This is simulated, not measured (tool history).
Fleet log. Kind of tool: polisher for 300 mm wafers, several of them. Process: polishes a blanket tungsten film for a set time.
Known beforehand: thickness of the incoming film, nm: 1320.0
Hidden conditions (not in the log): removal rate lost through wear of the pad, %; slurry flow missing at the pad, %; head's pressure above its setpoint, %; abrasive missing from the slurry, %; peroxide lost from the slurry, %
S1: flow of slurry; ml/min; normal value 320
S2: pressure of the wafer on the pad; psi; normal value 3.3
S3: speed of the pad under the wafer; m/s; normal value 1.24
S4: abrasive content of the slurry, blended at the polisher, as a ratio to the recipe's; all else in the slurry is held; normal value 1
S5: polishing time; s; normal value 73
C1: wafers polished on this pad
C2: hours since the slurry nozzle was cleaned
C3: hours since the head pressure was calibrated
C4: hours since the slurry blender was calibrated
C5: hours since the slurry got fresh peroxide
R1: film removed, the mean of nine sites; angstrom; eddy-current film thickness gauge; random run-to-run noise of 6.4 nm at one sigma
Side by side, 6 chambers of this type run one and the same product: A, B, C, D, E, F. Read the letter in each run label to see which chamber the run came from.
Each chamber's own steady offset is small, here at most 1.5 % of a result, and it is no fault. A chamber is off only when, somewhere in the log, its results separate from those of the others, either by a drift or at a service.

At day 0.35: chamber D: worn pad replaced by a new one.
Run 1D, day 0.475: usual settings; C1 29; C2 144.2; C3 926.1; C4 223.3; C5 12. Result: R1 4442.9 angstrom.
At day 0.708: chamber D: slurry blender recalibrated.
Run 2F, day 0.85: usual settings; C1 667; C2 448.8; C3 495.6; C4 199.5; C5 48.9. Result: R1 4244.9 angstrom.
At day 1.067: chamber F: slurry nozzle cleaned.
Run 3E, day 1.146: usual settings; C1 579; C2 285.9; C3 555.8; C4 192.3; C5 105.2. Result: R1 4418.9 angstrom.
At day 1.446: chamber F: worn pad replaced by a new one.
Run 4B, day 1.583: usual settings; C1 443; C2 860.7; C3 455.8; C4 466.4; C5 127.9. Result: R1 4249.2 angstrom.
Run 5A, day 1.958: usual settings but S4 1.15, S5 85 s; C1 757; C2 355.1; C3 53.5; C4 74.8; C5 82.9. Result: R1 5067.4 angstrom.
At day 2.217: chamber F: slurry tank refilled with fresh slurry and peroxide.
At day 2.371: chamber A: slurry tank refilled with fresh slurry and peroxide.
At day 2.375: chamber B: slurry nozzle cleaned.
Run 6C, day 2.45: usual settings but S4 1.15, S5 85 s; C1 974; C2 403.4; C3 392.2; C4 71.3; C5 60.9. Result: R1 5189.8 angstrom.
At day 2.788: chamber C: slurry tank refilled with fresh slurry and peroxide.
Run 7B, day 2.825: usual settings but S4 1.15, S5 85 s; C1 737; C2 10.8; C3 485.6; C4 496.2; C5 157.7. Result: R1 5017.1 angstrom.
At day 2.842: chamber A: worn pad replaced by a new one.
At day 3.05: chamber C: worn pad replaced by a new one.
At day 3.058: chamber D: slurry tank refilled with fresh slurry and peroxide.
Run 8C, day 3.15: usual settings but S4 1.15, S5 85 s; C1 23; C2 420.2; C3 409; C4 88.1; C5 8.7. Result: R1 5332.2 angstrom.
At day 3.196: chamber D: worn pad replaced by a new one.
At day 3.204: chamber B: slurry blender recalibrated.
At day 3.408: chamber B: slurry tank refilled with fresh slurry and peroxide.
Run 9E, day 3.55: usual settings but S4 1.15, S5 85 s; C1 1148; C2 343.6; C3 613.5; C4 250; C5 162.9. Result: R1 5112.8 angstrom.
At day 3.596: chamber A: slurry blender recalibrated.
Run 10D, day 4.108: usual settings but S4 1.15, S5 85 s; C1 216; C2 231.4; C3 1013.3; C4 81.7; C5 25.3. Result: R1 5306.2 angstrom.
At day 4.271: chamber E: slurry blender recalibrated.
Run 11A, day 4.379: usual settings; C1 364; C2 413.2; C3 111.6; C4 18.9; C5 48.3. Result: R1 4189.4 angstrom.
At day 4.45: chamber E: worn pad replaced by a new one.
At day 4.633: chamber B: worn pad replaced by a new one.
At day 4.638: chamber F: slurry blender recalibrated.
Run 12F, day 4.721: usual settings; C1 776; C2 87.8; C3 588.5; C4 2.1; C5 60.2. Result: R1 4235.2 angstrom.
At day 4.912: chamber F: worn pad replaced by a new one.
At day 4.983: chamber D: slurry nozzle cleaned.
Run 13C, day 5.121: usual settings; C1 490; C2 467.5; C3 456.3; C4 135.4; C5 56. Result: R1 4292.5 angstrom.
At day 5.142: chamber A: slurry nozzle cleaned.
At day 5.171: chamber C: slurry blender recalibrated.
Run 14A, day 5.392: usual settings; C1 604; C2 6; C3 135.9; C4 43.2; C5 72.6. Result: R1 4313.4 angstrom.
At day 5.412: chamber F: slurry tank refilled with fresh slurry and peroxide.
At day 5.625: chamber A: slurry tank refilled with fresh slurry and peroxide.
Run 15B, day 5.754: usual settings but S2 2.3 psi; C1 266; C2 81.1; C3 555.9; C4 61.3; C5 56.3. Result: R1 2984.3 angstrom.
At day 5.854: chamber C: slurry tank refilled with fresh slurry and peroxide.
Run 16F, day 6.3: usual settings but S2 2.3 psi; C1 329; C2 125.7; C3 626.4; C4 40; C5 21.4. Result: R1 2937.6 angstrom.
At day 6.383: chamber D: worn pad replaced by a new one.
At day 6.446: chamber D: slurry tank refilled with fresh slurry and peroxide.
Run 17E, day 6.775: usual settings but S2 2.3 psi; C1 551; C2 421; C3 690.9; C4 60.1; C5 240.3. Result: R1 2903.2 angstrom.
At day 6.904: chamber A: worn pad replaced by a new one.
Run 18D, day 7.15: usual settings but S2 2.3 psi; C1 181; C2 52; C3 1086.3; C4 154.7; C5 16.9. Result: R1 2974.3 angstrom.
At day 7.4: chamber C: head pressure recalibrated.
Run 19C, day 7.408: usual settings but S2 2.3 psi; C1 1032; C2 522.4; C3 0.2; C4 53.8; C5 37.3. Result: R1 2910.5 angstrom.
Run 20B, day 7.783: usual settings but S2 2.3 psi; C1 747; C2 129.8; C3 604.6; C4 110; C5 105. Result: R1 2855.4 angstrom.
At day 8.096: chamber D: slurry blender recalibrated.
At day 8.108: chamber C: slurry nozzle cleaned.
Run 21D, day 8.254: usual settings; C1 443; C2 78.5; C3 1112.8; C4 3.9; C5 43.4. Result: R1 4174.3 angstrom.
At day 8.45: chamber F: worn pad replaced by a new one.
At day 8.492: chamber A: slurry blender recalibrated.
Run 22F, day 8.775: usual settings; C1 77; C2 185.1; C3 685.8; C4 99.4; C5 80.8. Result: R1 4218.6 angstrom.
At day 8.854: chamber C: worn pad replaced by a new one.
At day 8.958: chamber F: slurry tank refilled with fresh slurry and peroxide.
Run 23E, day 9.267: usual settings but S5 63 s; C1 1142; C2 480.8; C3 750.7; C4 119.9; C5 300.1. Result: R1 3449.4 angstrom.
At day 9.3: chamber D: slurry tank refilled with fresh slurry and peroxide.
At day 9.471: chamber C: slurry tank refilled with fresh slurry and peroxide.
At day 9.608: chamber A: slurry tank refilled with fresh slurry and peroxide.
Run 24A, day 9.825: usual settings but S5 63 s; C1 692; C2 112.4; C3 242.3; C4 32.1; C5 5.2. Result: R1 3713.4 angstrom.
At day 9.946: chamber D: worn pad replaced by a new one.
At day 10.033: chamber C: slurry blender recalibrated.
At day 10.079: chamber E: worn pad replaced by a new one.
At day 10.204: chamber B: worn pad replaced by a new one.
At day 10.25: chamber B: slurry tank refilled with fresh slurry and peroxide.
Run 25A, day 10.25: usual settings but S5 63 s; C1 793; C2 122.6; C3 252.5; C4 42.3; C5 15.4. Result: R1 3720.4 angstrom.
At day 10.438: chamber A: worn pad replaced by a new one.
Run 26F, day 10.746: usual settings but S5 63 s; C1 544; C2 232.4; C3 733.1; C4 146.7; C5 43. Result: R1 3663.9 angstrom.
Run 27D, day 11.296: usual settings but S5 63 s; C1 320; C2 151.5; C3 1185.8; C4 76.9; C5 48. Result: R1 3735.2 angstrom.
Run 28B, day 11.771: usual settings but S5 63 s; C1 372; C2 225.5; C3 700.3; C4 205.7; C5 36.6. Result: R1 3768.6 angstrom.
At day 11.962: chamber F: worn pad replaced by a new one.
Run 29C, day 12.025: usual settings; C1 751; C2 94; C3 111; C4 47.8; C5 61.3. Result: R1 4261 angstrom.
At day 12.062: chamber F: slurry tank refilled with fresh slurry and peroxide.
Run 30E, day 12.283: usual settings; C1 522; C2 553.2; C3 823.1; C4 192.3; C5 372.5. Result: R1 4055.1 angstrom.
At day 12.525: chamber D: slurry tank refilled with fresh slurry and peroxide.
At day 12.604: chamber A: slurry blender recalibrated.
At day 12.792: chamber C: slurry tank refilled with fresh slurry and peroxide.
Run 31E, day 12.817: usual settings; C1 649; C2 566; C3 835.9; C4 205.1; C5 385.3. Result: R1 3977.6 angstrom.
At day 13.225: chamber D: worn pad replaced by a new one.
Run 32C, day 13.271: usual settings; C1 1046; C2 123.9; C3 140.9; C4 77.7; C5 11.5. Result: R1 4371.1 angstrom.
At day 13.304: chamber A: slurry tank refilled with fresh slurry and peroxide.
Run 33A, day 13.554: usual settings; C1 738; C2 201.9; C3 331.8; C4 22.8; C5 6. Result: R1 4292.6 angstrom.
At day 13.796: chamber A: worn pad replaced by a new one.
Run 34D, day 14.104: usual settings but S3 1.56 m/s, S4 1.25; C1 209; C2 218.9; C3 1253.2; C4 144.3; C5 37.9. Result: R1 5708.6 angstrom.
At day 14.304: chamber E: slurry nozzle cleaned.
Run 35B, day 14.383: usual settings but S3 1.56 m/s, S4 1.25; C1 991; C2 288.2; C3 763; C4 268.4; C5 99.3. Result: R1 5484.4 angstrom.
At day 14.625: chamber F: slurry blender recalibrated.
At day 14.804: chamber F: worn pad replaced by a new one.
At day 14.888: chamber F: slurry tank refilled with fresh slurry and peroxide.
Run 36F, day 14.904: usual settings but S3 1.56 m/s, S4 1.25; C1 23; C2 332.2; C3 832.9; C4 6.7; C5 0.5. Result: R1 5599.1 angstrom.
At day 15.171: chamber E: worn pad replaced by a new one.
Run 37E, day 15.258: usual settings but S3 1.56 m/s, S4 1.25; C1 21; C2 22.9; C3 894.5; C4 263.7; C5 443.9. Result: R1 5012.2 angstrom.
At day 15.271: chamber B: worn pad replaced by a new one.
Run 38F, day 15.821: usual settings but S3 1.56 m/s, S4 1.25; C1 241; C2 354.2; C3 854.9; C4 28.7; C5 22.5. Result: R1 5657.8 angstrom.
Run 39B, day 16.238: usual settings but S3 1.56 m/s, S4 1.25; C1 229; C2 332.7; C3 807.5; C4 312.9; C5 143.8. Result: R1 5726.8 angstrom.
Run 40A, day 16.529: usual settings but S5 97 s; C1 648; C2 273.3; C3 403.2; C4 94.2; C5 77.4. Result: R1 5674.8 angstrom.

Is one chamber out of step, is the gauge drifting, or do the chambers differ by no more than their own small offsets? For an off chamber, give its letter and the likeliest cause.

Little by little, chamber E moves away from the other chambers.
Most likely cause: peroxide lost from the slurry, % = 31.1.
The log may not separate it from: head's pressure below its setpoint, %.

Below are 4 candidate recipes for chamber E's next run, each the usual settings with a change, their results shown as question marks. Which of them brings E's results back in line with what the other chambers give on the usual settings?
Allowed miss from the other chambers' usual-settings mean, per result, to count as in line: R1 220 angstrom
Run 41E-1, day 16.942: usual settings but S2 3.2 psi, S3 1.22 m/s, S5 72 s. Result: R1 ?.
Run 41E-2, day 16.942: usual settings but S5 83 s. Result: R1 ?.
Run 41E-3, day 16.942: usual settings but S2 3.1 psi, S5 68 s. Result: R1 ?.
Run 41E-4, day 16.942: usual settings but S3 1.3 m/s. Result: R1 ?.

Other chambers, usual settings, mean: R1 4266.5 angstrom
  run      R1
41E-1  3498.4
41E-2  4229.4
41E-3    3253
41E-4  3902.5
41E-2 puts the chamber back in line with the other chambers.

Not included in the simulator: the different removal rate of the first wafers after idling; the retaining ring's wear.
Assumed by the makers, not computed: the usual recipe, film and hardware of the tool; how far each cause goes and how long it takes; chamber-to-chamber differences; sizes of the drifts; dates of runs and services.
